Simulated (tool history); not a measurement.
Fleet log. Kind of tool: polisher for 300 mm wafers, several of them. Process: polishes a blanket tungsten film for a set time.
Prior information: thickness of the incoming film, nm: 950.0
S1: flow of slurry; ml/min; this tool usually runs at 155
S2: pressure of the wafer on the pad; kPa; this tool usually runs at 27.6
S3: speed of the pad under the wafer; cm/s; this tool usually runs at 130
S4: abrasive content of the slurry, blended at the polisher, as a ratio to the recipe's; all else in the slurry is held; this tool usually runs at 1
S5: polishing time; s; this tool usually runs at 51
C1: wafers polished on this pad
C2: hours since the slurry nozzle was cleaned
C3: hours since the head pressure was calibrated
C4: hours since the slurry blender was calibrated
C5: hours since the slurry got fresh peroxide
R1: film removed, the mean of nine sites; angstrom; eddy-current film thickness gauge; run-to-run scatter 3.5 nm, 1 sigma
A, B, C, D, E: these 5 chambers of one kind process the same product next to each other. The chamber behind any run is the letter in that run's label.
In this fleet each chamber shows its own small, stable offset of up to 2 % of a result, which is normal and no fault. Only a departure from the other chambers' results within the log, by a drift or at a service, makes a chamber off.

run,hour,S1,S2,S3,S4,S5,C1,C2,C3,C4,C5,R1
1E,10,155,27.6,130,1,51,688,964.6,112.7,264.6,29.6,2621.1
2B,18.3,155,27.6,130,1,51,283,454.7,411.8,295.4,28.7,2662.2
# hour 24.7: chamber A: slurry blender recalibrated
# hour 26.7: chamber E: slurry nozzle cleaned
# hour 27: chamber E: worn pad replaced by a new one
3D,33.2,155,27.6,130,1,51,410,575.8,638.8,322.3,56.5,2672.6
# hour 36.2: chamber C: slurry tank refilled with fresh slurry and peroxide
# hour 45.5: chamber B: slurry blender recalibrated
4C,47.6,155,27.6,130,1,51,748,228.2,552.1,183.5,11.4,2642.6
# hour 49.2: chamber C: slurry nozzle cleaned
# hour 49.7: chamber E: slurry tank refilled with fresh slurry and peroxide
# hour 52.3: chamber C: slurry blender recalibrated
# hour 52.9: chamber B: worn pad replaced by a new one
# hour 55.1: chamber A: slurry tank refilled with fresh slurry and peroxide
5A,55.4,155,27.6,130,1,51,1662,423.8,419.8,30.8,0.3,2684.6
# hour 58.3: chamber A: worn pad replaced by a new one
# hour 61.8: chamber D: slurry tank refilled with fresh slurry and peroxide
# hour 61.9: chamber D: slurry blender recalibrated
6D,70,155,34.5,102,1,51,760,612.6,675.6,8.2,8.2,2612.5
# hour 81.3: chamber A: slurry nozzle cleaned
7E,84.6,155,34.5,102,1,51,548,58,187.3,339.2,35,2583.4
# hour 87.9: chamber B: slurry tank refilled with fresh slurry and peroxide
# hour 93.3: chamber D: worn pad replaced by a new one
8B,93.8,155,34.5,102,1,51,389,530.2,487.3,48.3,6,2656.5
9A,103.2,155,34.5,102,1,51,428,22,467.6,78.6,48.1,2704
# hour 111.8: chamber A: head pressure recalibrated
10C,112.5,155,34.5,102,1,51,1366,63.4,617,60.2,76.3,2590.6
# hour 119.1: chamber E: slurry tank refilled with fresh slurry and peroxide
# hour 119.7: chamber B: worn pad replaced by a new one
11A,124.7,155,27.6,130,1,51,633,43.5,12.9,100.1,69.6,2772.6
# hour 124.8: chamber E: worn pad replaced by a new one
# hour 136.1: chamber D: slurry tank refilled with fresh slurry and peroxide
12E,139.4,155,27.6,130,1,51,139,112.8,242.1,394,20.4,2650.4
13D,148.8,155,27.6,130,1.25,51,528,691.4,754.4,87,12.8,2878.1
14C,155.6,155,27.6,130,1.25,51,1777,106.5,660.1,103.3,119.4,2831.8
# hour 156.2: chamber A: slurry blender recalibrated
15B,167.5,155,27.6,130,1.25,51,456,603.9,561,122,79.7,2806.3
16A,178,155,27.6,130,1.25,51,1141,96.8,66.2,21.8,122.9,2906
# hour 183.5: chamber B: worn pad replaced by a new one
17C,186.7,155,27.6,130,1.25,51,2073,137.6,691.2,134.4,150.5,2734.6
# hour 189.3: chamber B: slurry tank refilled with fresh slurry and peroxide
# hour 193.5: chamber A: slurry tank refilled with fresh slurry and peroxide
# hour 193.9: chamber E: slurry tank refilled with fresh slurry and peroxide
18D,194.1,155,27.6,130,1,51,960,736.7,799.7,132.3,58.1,2631.4
# hour 195.6: chamber D: worn pad replaced by a new one
19B,204.2,155,27.6,130,1,51,198,640.6,597.7,158.7,14.9,2687
# hour 209.4: chamber E: worn pad replaced by a new one
# hour 210.6: chamber A: worn pad replaced by a new one
# hour 213.2: chamber E: slurry blender recalibrated
# hour 213.8: chamber D: slurry tank refilled with fresh slurry and peroxide
20E,216,155,27.6,130,1,51,63,189.4,318.7,2.9,22.2,2669.8
# hour 221.4: chamber C: slurry tank refilled with fresh slurry and peroxide
21A,223.1,155,27.6,130,1,51,119,141.9,111.3,66.9,29.7,2681.3
22D,232.6,155,27.6,130,1,51,353,775.2,838.2,170.8,18.8,2662.1
# hour 244: chamber B: worn pad replaced by a new one
23C,247.1,105,27.6,130,0.75,51,2648,198,751.6,194.8,25.7,2215
# hour 255.8: chamber E: slurry tank refilled with fresh slurry and peroxide
24B,260.5,105,27.6,130,0.75,51,157,696.9,654,215,71.2,2366.7
# hour 263.4: chamber C: slurry nozzle cleaned
25E,267.4,105,27.6,130,0.75,51,552,240.8,370.1,54.3,11.6,2322.9
26D,277.5,105,27.6,130,0.75,51,781,820.1,883.1,215.7,63.7,2320.1
# hour 282.1: chamber D: worn pad replaced by a new one
# hour 282.8: chamber C: slurry blender recalibrated
# hour 291.3: chamber E: worn pad replaced by a new one
27B,292.3,105,27.6,130,0.75,51,460,728.7,685.8,246.8,103,2372.6
# hour 294.2: chamber D: slurry tank refilled with fresh slurry and peroxide
28C,305.4,155,27.6,130,1,51,3204,42.1,809.9,22.7,84,2518.1
# hour 307: chamber A: slurry blender recalibrated
# hour 320.2: chamber D: slurry nozzle cleaned
29E,320.4,155,27.6,130,1,51,277,293.8,423.1,107.3,64.6,2642.8
30A,332.6,155,27.6,130,1,51,1163,251.4,220.8,25.7,139.2,2713.5
31D,339.4,155,27.6,130,1,51,546,19.3,945,277.6,45.2,2633.8

Predict what each chamber gives when all 5 of them run the settings below next.
32A,350.6,155,35.9,130,1,51,,,,,,?
32B,350.6,155,35.9,130,1,51,,,,,,?
32C,350.6,155,35.9,130,1,51,,,,,,?
32D,350.6,155,35.9,130,1,51,,,,,,?
32E,350.6,155,35.9,130,1,51,,,,,,?

run,R1
32A,3554.3
32B,3462.1
32C,3185.7
32D,3532.7
32E,3483.8
